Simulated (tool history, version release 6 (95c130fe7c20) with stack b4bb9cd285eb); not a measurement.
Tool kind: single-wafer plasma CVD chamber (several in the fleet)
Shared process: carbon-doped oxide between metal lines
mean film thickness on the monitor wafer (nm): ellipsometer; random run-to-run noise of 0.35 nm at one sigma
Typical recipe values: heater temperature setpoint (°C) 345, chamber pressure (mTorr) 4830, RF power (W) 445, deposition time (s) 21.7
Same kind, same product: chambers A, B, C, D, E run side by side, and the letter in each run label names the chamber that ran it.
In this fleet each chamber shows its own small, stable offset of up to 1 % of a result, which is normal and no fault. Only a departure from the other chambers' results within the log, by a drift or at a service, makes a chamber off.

run   hour  heater temperature setpoint (°C)  chamber pressure (mTorr)  RF power (W)  deposition time (s)  hours since the last thermocouple change  hours since the last RF generator calibration  hours since the last manometer calibration  read-back reference wafer on the same gauge, thickness_nm  mean film thickness on the monitor wafer (nm)
 1D   10.2                               345                      4830           445                 21.7                                     119.6                                          839.4                                       801.0                                                     107.95                                        104.120
 2E   22.1                               345                      4830           445                 21.7                                    1181.6                                         1113.5                                      2103.7                                                     108.10                                        103.730
 3B   34.6                               345                      4830           445                 21.7                                      94.1                                         1114.0                                       344.6                                                     108.01                                        103.280
 4C   45.9                               345                      4830           445                 21.7                                    2070.3                                         2148.1                                      1424.5                                                     107.93                                        104.010
 5A   59.2                               345                      4830           445                 21.7                                     264.0                                         1336.8                                      1876.9                                                     107.94                                        103.910
 6B   68.3                               345                      4830           445                 21.7                                     127.8                                         1147.7                                       378.3                                                     107.97                                        103.270
      72.7  -- chamber E: RF generator calibrated
 7A   78.3                               345                      4830           445                 21.7                                     283.1                                         1355.9                                      1896.0                                                     108.00                                        104.830
 8C   93.6                               345                      4830           445                 21.7                                    2118.0                                         2195.8                                      1472.2                                                     108.10                                        104.040
 9E  106.9                               345                      4830           445                 21.7                                    1266.4                                           34.3                                      2188.5                                                     108.00                                        104.440
10D  122.6                               345                      5240           375                 21.7                                     232.0                                          951.8                                       913.4                                                     107.98                                         92.478
11A  136.9                               345                      5240           375                 21.7                                     341.7                                         1414.5                                      1954.6                                                     107.97                                         92.608
12C  147.8                               345                      5240           375                 21.7                                    2172.2                                         2250.0                                      1526.4                                                     108.09                                         92.475
13B  154.9                               345                      5240           375                 21.7                                     214.4                                         1234.3                                       464.9                                                     107.94                                         92.064
14D  162.7                               345                      5240           375                 21.7                                     272.1                                          991.9                                       953.5                                                     107.86                                         92.285
15E  176.4                               345                      4830           445                 21.7                                    1335.9                                          103.8                                      2258.0                                                     107.94                                        103.800
16C  190.2                               345                      4830           445                 21.7                                    2214.6                                         2292.4                                      1568.8                                                     107.90                                        104.160
17B  200.1                               345                      4830           445                 21.7                                     259.6                                         1279.5                                       510.1                                                     108.02                                        103.320
18E  215.8                               345                      4830           445                 21.7                                    1375.3                                          143.2                                      2297.4                                                     107.94                                        104.240
19A  227.0                               345                      4830           445                 21.7                                     431.8                                         1504.6                                      2044.7                                                     107.98                                        103.750
20D  241.2                               345                      4830           445                 21.7                                     350.6                                         1070.4                                      1032.0                                                     108.05                                        103.780
     243.8  -- chamber C: thermocouple changed; heater temperature recalibrated
21C  249.2                               345                      4830           445                 21.7                                       5.5                                         2351.4                                      1627.8                                                     108.01                                        103.780
22E  264.2                               345                      4830           445                 21.7                                    1423.7                                          191.6                                      2345.8                                                     108.00                                        104.100
23D  272.5                               345                      4830           445                 21.7                                     381.9                                         1101.7                                      1063.3                                                     108.12                                        102.900
24A  282.9                               345                      4830           445                 21.7                                     487.7                                         1560.5                                      2100.6                                                     108.04                                        102.860
25B  298.7                               345                      4830           445                 21.7                                     358.2                                         1378.1                                       608.7                                                     107.98                                        103.130
26C  313.1                               345                      4830           445                 21.7                                      69.4                                         2415.3                                      1691.7                                                     108.02                                        104.270
27A  327.0                               345                      4410           475                 21.7                                     531.8                                         1604.6                                      2144.7                                                     108.05                                        106.630
28E  338.5                               345                      4410           475                 21.7                                    1498.0                                          265.9                                      2420.1                                                     108.04                                        107.000
29D  353.5                               345                      4410           475                 21.7                                     462.9                                         1182.7                                      1144.3                                                     108.05                                        106.770
30B  368.4                               345                      4410           475                 21.7                                     427.9                                         1447.8                                       678.4                                                     107.91                                        106.370
31C  379.3                               345                      4410           475                 21.7                                     135.6                                         2481.5                                      1757.9                                                     108.05                                        107.480
32B  392.5                               345                      4830           445                 21.7                                     452.0                                         1471.9                                       702.5                                                     107.97                                        103.220
33A  406.4                               345                      4830           445                 21.7                                     611.2                                         1684.0                                      2224.1                                                     108.00                                        102.300
34D  416.9                               345                      4830           445                 21.7                                     526.3                                         1246.1                                      1207.7                                                     107.92                                        103.130
35E  424.9                               345                      4830           445                 21.7                                    1584.4                                          352.3                                      2506.5                                                     108.05                                        104.090
36B  438.4                               345                      5760           445                 21.7                                     497.9                                         1517.8                                       748.4                                                     107.89                                        105.820
37C  446.5                               345                      5760           445                 21.7                                     202.8                                         2548.7                                      1825.1                                                     107.96                                        107.320
38D  459.4                               345                      5760           445                 21.7                                     568.8                                         1288.6                                      1250.2                                                     108.04                                        106.070

Each of the 5 chambers runs these same settings next. Fill in every chamber's results:
39A  470.9                               345                      4830           445                 21.7                                                                                                                                                                                                                                              ?
39B  470.9                               345                      4830           445                 21.7                                                                                                                                                                                                                                              ?
39C  470.9                               345                      4830           445                 21.7                                                                                                                                                                                                                                              ?
39D  470.9                               345                      4830           445                 21.7                                                                                                                                                                                                                                              ?
39E  470.9                               345                      4830           445                 21.7                                                                                                                                                                                                                                              ?

run  mean film thickness on the monitor wafer (nm)
39A                                        101.030
39B                                        103.040
39C                                        103.940
39D                                        104.280
39E                                        103.130
